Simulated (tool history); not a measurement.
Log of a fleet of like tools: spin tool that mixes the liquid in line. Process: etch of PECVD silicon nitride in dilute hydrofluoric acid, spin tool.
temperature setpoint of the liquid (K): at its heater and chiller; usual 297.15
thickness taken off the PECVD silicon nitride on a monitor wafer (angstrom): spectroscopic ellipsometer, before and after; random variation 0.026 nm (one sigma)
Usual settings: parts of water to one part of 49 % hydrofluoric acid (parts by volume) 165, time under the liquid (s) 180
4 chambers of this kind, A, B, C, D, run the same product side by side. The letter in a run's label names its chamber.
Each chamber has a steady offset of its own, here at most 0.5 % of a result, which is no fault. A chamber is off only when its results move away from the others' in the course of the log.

run	hour	temperature setpoint of the liquid (K)	parts of water to one part of 49 % hydrofluoric acid (parts by volume)	time under the liquid (s)	hours since the thermometer was replaced	hours since the hydrofluoric acid flow meter was replaced	read-back film thickness of the PECVD silicon nitride reference wafer, read on the same gauge (nm)	thickness taken off the PECVD silicon nitride on a monitor wafer (angstrom)
1D	6.7	297.15	165	180	748.9	375.3	99.999	39.313
2A	12	297.15	165	180	1108.2	46.3	99.978	39.095
3C	18	297.15	165	180	818.6	728.4	100.01	39.663
4B	25.5	297.15	165	180	1054.6	896.5	99.956	39.972
5A	32.8	297.15	165	180	1129	67.1	100.02	39.378
6D	36.7	297.15	165	180	778.9	405.3	100.01	38.941
7C	42.7	297.15	165	180	843.3	753.1	100.02	39.734
8B	49.8	297.15	165	180	1078.9	920.8	100.01	39.951
9A	57.2	293.65	165	240	1153.4	91.5	100.01	41.716
10B	64.4	293.65	165	240	1093.5	935.4	99.97	42.217
11D	72.4	293.65	165	240	814.6	441	100.01	42.217
12C	77.4	293.65	165	240	878	787.8	99.996	41.871
13A	85.9	297.15	165	180	1182.1	120.2	99.996	39.838
# hour 89.6: chamber D: hydrofluoric acid flow meter replaced
14C	92.5	297.15	165	180	893.1	802.9	99.982	39.496
15B	98.2	297.15	165	180	1127.3	969.2	100.01	39.211
16D	105.5	297.15	165	180	847.7	15.9	99.999	39.639
17C	112.4	297.15	165	180	913	822.8	99.976	39.765
18A	116.4	297.15	165	180	1212.6	150.7	100	39.906
19B	121.7	297.15	165	180	1150.8	992.7	99.955	39.52
20D	127.1	297.15	165	180	869.3	37.5	99.956	39.223
21D	132.8	297.15	165	180	875	43.2	99.983	39.829
22C	137	297.15	165	180	937.6	847.4	99.99	39.814
23A	140.9	297.15	165	180	1237.1	175.2	99.967	39.198
24B	146.7	297.15	165	180	1175.8	1017.7	99.982	38.978
25C	153	297.15	165	180	953.6	863.4	100.03	40.277
26A	159	297.15	165	180	1255.2	193.3	99.963	39.249
27D	162.7	297.15	165	180	904.9	73.1	99.992	38.992
28B	170.8	297.15	165	180	1199.9	1041.8	100.02	37.866
29C	175.4	297.15	165	180	976	885.8	99.982	39.319
30B	180.2	297.15	165	180	1209.3	1051.2	100.04	37.552
31D	186	297.15	165	180	928.2	96.4	99.989	39.387
32A	193.4	297.15	165	230	1289.6	227.7	99.939	50.926
33D	200.5	297.15	165	230	942.7	110.9	99.996	50.583
34B	205.9	297.15	165	230	1235	1076.9	100.01	47.121
35C	210	297.15	165	230	1010.6	920.4	99.993	50.606
36A	215.4	297.15	165	180	1311.6	249.7	99.978	39.062
37B	223.1	297.15	165	180	1252.2	1094.1	100.03	36.654
38D	230.5	297.15	165	180	972.7	140.9	100	39.637
39A	238.5	297.15	165	180	1334.7	272.8	100	38.965

All 4 chambers run these settings next. Forecast each chamber's results:
40A	244.5	297.15	165	180				?
40B	244.5	297.15	165	180				?
40C	244.5	297.15	165	180				?
40D	244.5	297.15	165	180				?

run	thickness taken off the PECVD silicon nitride on a monitor wafer (angstrom)
40A	39.41
40B	36.084
40C	39.306
40D	39.908

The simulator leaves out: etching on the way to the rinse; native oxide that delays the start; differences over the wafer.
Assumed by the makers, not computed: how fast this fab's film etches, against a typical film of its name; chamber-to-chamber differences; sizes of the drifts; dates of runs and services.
